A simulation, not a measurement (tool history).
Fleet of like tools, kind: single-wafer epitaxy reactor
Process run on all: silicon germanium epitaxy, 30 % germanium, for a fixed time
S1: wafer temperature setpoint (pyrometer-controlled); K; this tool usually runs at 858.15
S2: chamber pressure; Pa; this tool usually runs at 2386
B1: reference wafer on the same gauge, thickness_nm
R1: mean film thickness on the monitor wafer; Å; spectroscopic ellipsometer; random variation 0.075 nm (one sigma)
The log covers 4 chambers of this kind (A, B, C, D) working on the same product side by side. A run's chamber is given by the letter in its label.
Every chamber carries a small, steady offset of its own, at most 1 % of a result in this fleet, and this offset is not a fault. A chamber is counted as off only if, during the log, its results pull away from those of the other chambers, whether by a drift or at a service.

run 1D hour=9.7 | S1=858.15 S2=2386 | B1=44.010 | R1=426.19
run 2B hour=20.9 | S1=858.15 S2=2386 | B1=44.050 | R1=424.31
run 3C hour=27.5 | S1=858.15 S2=2386 | B1=44.046 | R1=427.73
run 4A hour=38.0 | S1=858.15 S2=2386 | B1=44.049 | R1=422.98
run 5D hour=47.3 | S1=858.15 S2=2386 | B1=44.047 | R1=426.80
run 6B hour=54.4 | S1=858.15 S2=2386 | B1=44.059 | R1=424.07
run 7A hour=64.7 | S1=858.15 S2=2386 | B1=44.062 | R1=423.81
run 8C hour=75.6 | S1=872.15 S2=2613 | B1=44.083 | R1=573.53
run 9C hour=83.6 | S1=872.15 S2=2613 | B1=44.090 | R1=575.56
run 10B hour=88.8 | S1=872.15 S2=2613 | B1=44.090 | R1=570.15
run 11D hour=98.4 | S1=872.15 S2=2613 | B1=44.117 | R1=576.75
run 12A hour=104.8 | S1=858.15 S2=2386 | B1=44.105 | R1=423.79
run 13A hour=114.2 | S1=858.15 S2=2386 | B1=44.113 | R1=424.14
run 14C hour=120.9 | S1=858.15 S2=2386 | B1=44.112 | R1=429.30
run 15D hour=131.3 | S1=858.15 S2=2386 | B1=44.138 | R1=428.41
run 16B hour=138.0 | S1=858.15 S2=2386 | B1=44.146 | R1=423.63
run 17C hour=144.9 | S1=858.15 S2=2386 | B1=44.170 | R1=428.30
run 18D hour=156.0 | S1=858.15 S2=2386 | B1=44.159 | R1=427.54
run 19B hour=164.0 | S1=868.15 S2=2653 | B1=44.185 | R1=533.22
run 20A hour=172.1 | S1=868.15 S2=2653 | B1=44.196 | R1=534.79
run 21D hour=178.1 | S1=868.15 S2=2653 | B1=44.174 | R1=539.79
run 22B hour=185.4 | S1=868.15 S2=2653 | B1=44.205 | R1=536.33
run 23A hour=191.8 | S1=858.15 S2=2386 | B1=44.179 | R1=425.39
run 24C hour=198.2 | S1=858.15 S2=2386 | B1=44.228 | R1=428.88
run 25C hour=204.7 | S1=858.15 S2=2386 | B1=44.223 | R1=428.63
run 26B hour=212.7 | S1=863.15 S2=2146 | B1=44.255 | R1=448.59
-- hour=215.0 chamber A: capacitance manometer re-zeroed and calibrated
run 27D hour=217.5 | S1=863.15 S2=2146 | B1=44.249 | R1=450.97
run 28A hour=222.8 | S1=863.15 S2=2146 | B1=44.220 | R1=448.19
run 29D hour=233.7 | S1=863.15 S2=2146 | B1=44.249 | R1=452.15
run 30A hour=240.5 | S1=858.15 S2=2386 | B1=44.255 | R1=425.35
run 31C hour=249.4 | S1=858.15 S2=2386 | B1=44.264 | R1=429.43
run 32B hour=255.4 | S1=858.15 S2=2386 | B1=44.283 | R1=427.00
run 33A hour=262.6 | S1=858.15 S2=2386 | B1=44.285 | R1=423.69
-- hour=265.7 chamber D: capacitance manometer re-zeroed and calibrated
run 34C hour=271.5 | S1=858.15 S2=2386 | B1=44.288 | R1=428.66
run 35D hour=281.1 | S1=871.15 S2=2386 | B1=44.316 | R1=546.26

Is one chamber out of step, is the gauge drifting, or do the chambers differ by no more than their own small offsets? For an off chamber, give its letter and the likeliest cause.

The shared gauge is drifting. All chambers look as if they move in step, but none is off.
Likeliest cause: gauge reads high (%) = 0.72.

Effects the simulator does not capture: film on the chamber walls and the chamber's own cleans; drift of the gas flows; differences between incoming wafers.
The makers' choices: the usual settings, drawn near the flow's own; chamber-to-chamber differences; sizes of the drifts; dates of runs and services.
